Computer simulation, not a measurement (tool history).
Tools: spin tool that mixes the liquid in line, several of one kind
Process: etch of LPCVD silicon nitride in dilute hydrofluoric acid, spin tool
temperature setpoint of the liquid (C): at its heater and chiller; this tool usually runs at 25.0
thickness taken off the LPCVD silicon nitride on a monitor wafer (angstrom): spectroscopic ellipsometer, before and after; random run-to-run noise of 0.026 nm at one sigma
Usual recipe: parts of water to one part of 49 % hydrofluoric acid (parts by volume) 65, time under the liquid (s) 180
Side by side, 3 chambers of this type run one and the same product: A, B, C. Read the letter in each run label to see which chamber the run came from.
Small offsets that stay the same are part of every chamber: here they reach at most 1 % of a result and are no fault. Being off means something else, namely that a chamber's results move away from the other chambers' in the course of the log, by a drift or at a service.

run     day  temperature setpoint of the liquid (C)  parts of water to one part of 49 % hydrofluoric acid (parts by volume)  time under the liquid (s)  hours since the thermometer was replaced  hours since the hydrofluoric acid flow meter was replaced  read-back film thickness of the LPCVD silicon nitride reference wafer, read on the same gauge (nm)  thickness taken off the LPCVD silicon nitride on a monitor wafer (angstrom)
      0.254  -- chamber A: hydrofluoric acid flow meter replaced
      0.467  -- chamber C: hydrofluoric acid flow meter replaced
 1C   0.512                                    25.0                                                                      65                        180                                     322.6                                                        1.2                                                                                              110.00                                                                      14.8830
 2B   0.925                                    25.0                                                                      65                        180                                    2146.3                                                     1153.2                                                                                              110.01                                                                      15.1540
 3A   1.425                                    25.0                                                                      65                        180                                     563.4                                                       28.1                                                                                              109.98                                                                      14.9240
 4B   2.008                                    25.0                                                                      65                        180                                    2172.3                                                     1179.2                                                                                              110.00                                                                      14.8230
 5A   2.350                                    20.0                                                                      65                        285                                     585.6                                                       50.3                                                                                              109.99                                                                      16.8540
 6C   2.667                                    20.0                                                                      65                        285                                     374.3                                                       52.9                                                                                              110.00                                                                      16.7140
 7A   3.112                                    20.0                                                                      65                        285                                     603.9                                                       68.6                                                                                              110.01                                                                      16.9650
 8C   3.533                                    25.0                                                                      65                        120                                     395.1                                                       73.7                                                                                              110.00                                                                       9.9954
 9B   4.150                                    25.0                                                                      65                        120                                    2223.7                                                     1230.6                                                                                              110.01                                                                       9.7100
10A   4.667                                    25.0                                                                      65                        120                                     641.2                                                      105.9                                                                                              109.97                                                                      10.0360
11B   5.067                                    25.0                                                                      65                        180                                    2245.7                                                     1252.6                                                                                              110.04                                                                      14.9020
12C   5.467                                    23.0                                                                      65                        260                                     441.5                                                      120.1                                                                                              109.99                                                                      18.9630
13B   5.771                                    23.0                                                                      65                        260                                    2262.6                                                     1269.5                                                                                              110.01                                                                      18.8460
14C   6.258                                    23.0                                                                      65                        260                                     460.5                                                      139.1                                                                                              110.00                                                                      18.8610
15A   6.838                                    25.0                                                                      65                        180                                     693.3                                                      158.0                                                                                              110.02                                                                      15.0920
16B   7.179                                    25.0                                                                      65                        180                                    2296.4                                                     1303.3                                                                                              110.00                                                                      14.9000
17C   7.612                                    25.0                                                                      65                        180                                     493.0                                                      171.6                                                                                              109.98                                                                      14.9760
18A   8.038                                    25.0                                                                      65                        180                                     722.1                                                      186.8                                                                                              110.00                                                                      14.8320
      8.471  -- chamber B: thermometer replaced
19B   8.508                                    25.0                                                                      65                        180                                       0.9                                                     1335.2                                                                                              110.02                                                                      14.9640
20C   9.000                                    25.0                                                                      65                        180                                     526.3                                                      204.9                                                                                              109.98                                                                      14.9850
21A   9.512                                    25.0                                                                      65                        180                                     757.5                                                      222.2                                                                                              110.01                                                                      14.7620
22B   9.929                                    25.0                                                                      65                        180                                      35.0                                                     1369.3                                                                                              110.00                                                                      14.2280
23A  10.462                                    29.5                                                                      65                        255                                     780.3                                                      245.0                                                                                              109.98                                                                      28.9120
24C  10.829                                    29.5                                                                      65                        255                                     570.2                                                      248.8                                                                                              110.00                                                                      29.1290
25B  11.267                                    29.5                                                                      65                        255                                      67.1                                                     1401.4                                                                                              110.01                                                                      26.5960
26C  11.900                                    25.0                                                                      65                        180                                     595.9                                                      274.5                                                                                              110.03                                                                      14.4720
27A  12.325                                    25.0                                                                      65                        145                                     825.0                                                      289.7                                                                                              110.01                                                                      12.2660
28A  12.792                                    25.0                                                                      65                        145                                     836.2                                                      300.9                                                                                              109.97                                                                      12.4400
29C  13.388                                    25.0                                                                      65                        145                                     631.6                                                      310.2                                                                                              109.97                                                                      12.1330
30B  13.854                                    25.0                                                                      65                        180                                     129.2                                                     1463.5                                                                                              110.00                                                                      13.8160
31A  14.458                                    25.0                                                                      65                        180                                     876.2                                                      340.9                                                                                              110.00                                                                      14.6950
32C  15.021                                    25.0                                                                      65                        180                                     670.8                                                      349.4                                                                                              110.00                                                                      14.5460
33B  15.517                                    25.0                                                                      65                        180                                     169.1                                                     1503.4                                                                                              110.02                                                                      13.6570
34A  16.017                                    25.0                                                                      65                        180                                     913.6                                                      378.3                                                                                              110.02                                                                      14.9630
35C  16.400                                    25.0                                                                      65                        180                                     703.9                                                      382.5                                                                                              110.00                                                                      14.9200
36B  16.775                                    25.0                                                                      65                        180                                     199.3                                                     1533.6                                                                                              110.01                                                                      13.6430
37B  17.358                                    25.0                                                                      65                        180                                     213.3                                                     1547.6                                                                                              110.00                                                                      12.8020
38A  17.967                                    22.0                                                                      65                        180                                     960.4                                                      425.1                                                                                              109.97                                                                      12.0980
39C  18.296                                    22.0                                                                      65                        180                                     749.4                                                      428.0                                                                                              110.00                                                                      11.9810
40B  18.583                                    22.0                                                                      65                        180                                     242.7                                                     1577.0                                                                                              110.01                                                                      10.7580
41C  19.079                                    25.0                                                                      65                        180                                     768.2                                                      446.8                                                                                              110.00                                                                      15.0070
42A  19.550                                    25.0                                                                      65                        180                                     998.4                                                      463.1                                                                                              110.00                                                                      15.0980

Each of the 3 chambers runs these same settings next. Fill in every chamber's results:
43A  20.004                                    25.0                                                                      50                        180                                                                                                                                                                                                                                                                                     ?
43B  20.004                                    25.0                                                                      50                        180                                                                                                                                                                                                                                                                                     ?
43C  20.004                                    25.0                                                                      50                        180                                                                                                                                                                                                                                                                                     ?

run  thickness taken off the LPCVD silicon nitride on a monitor wafer (angstrom)
43A                                                                      19.5190
43B                                                                      17.0280
43C                                                                      19.5100
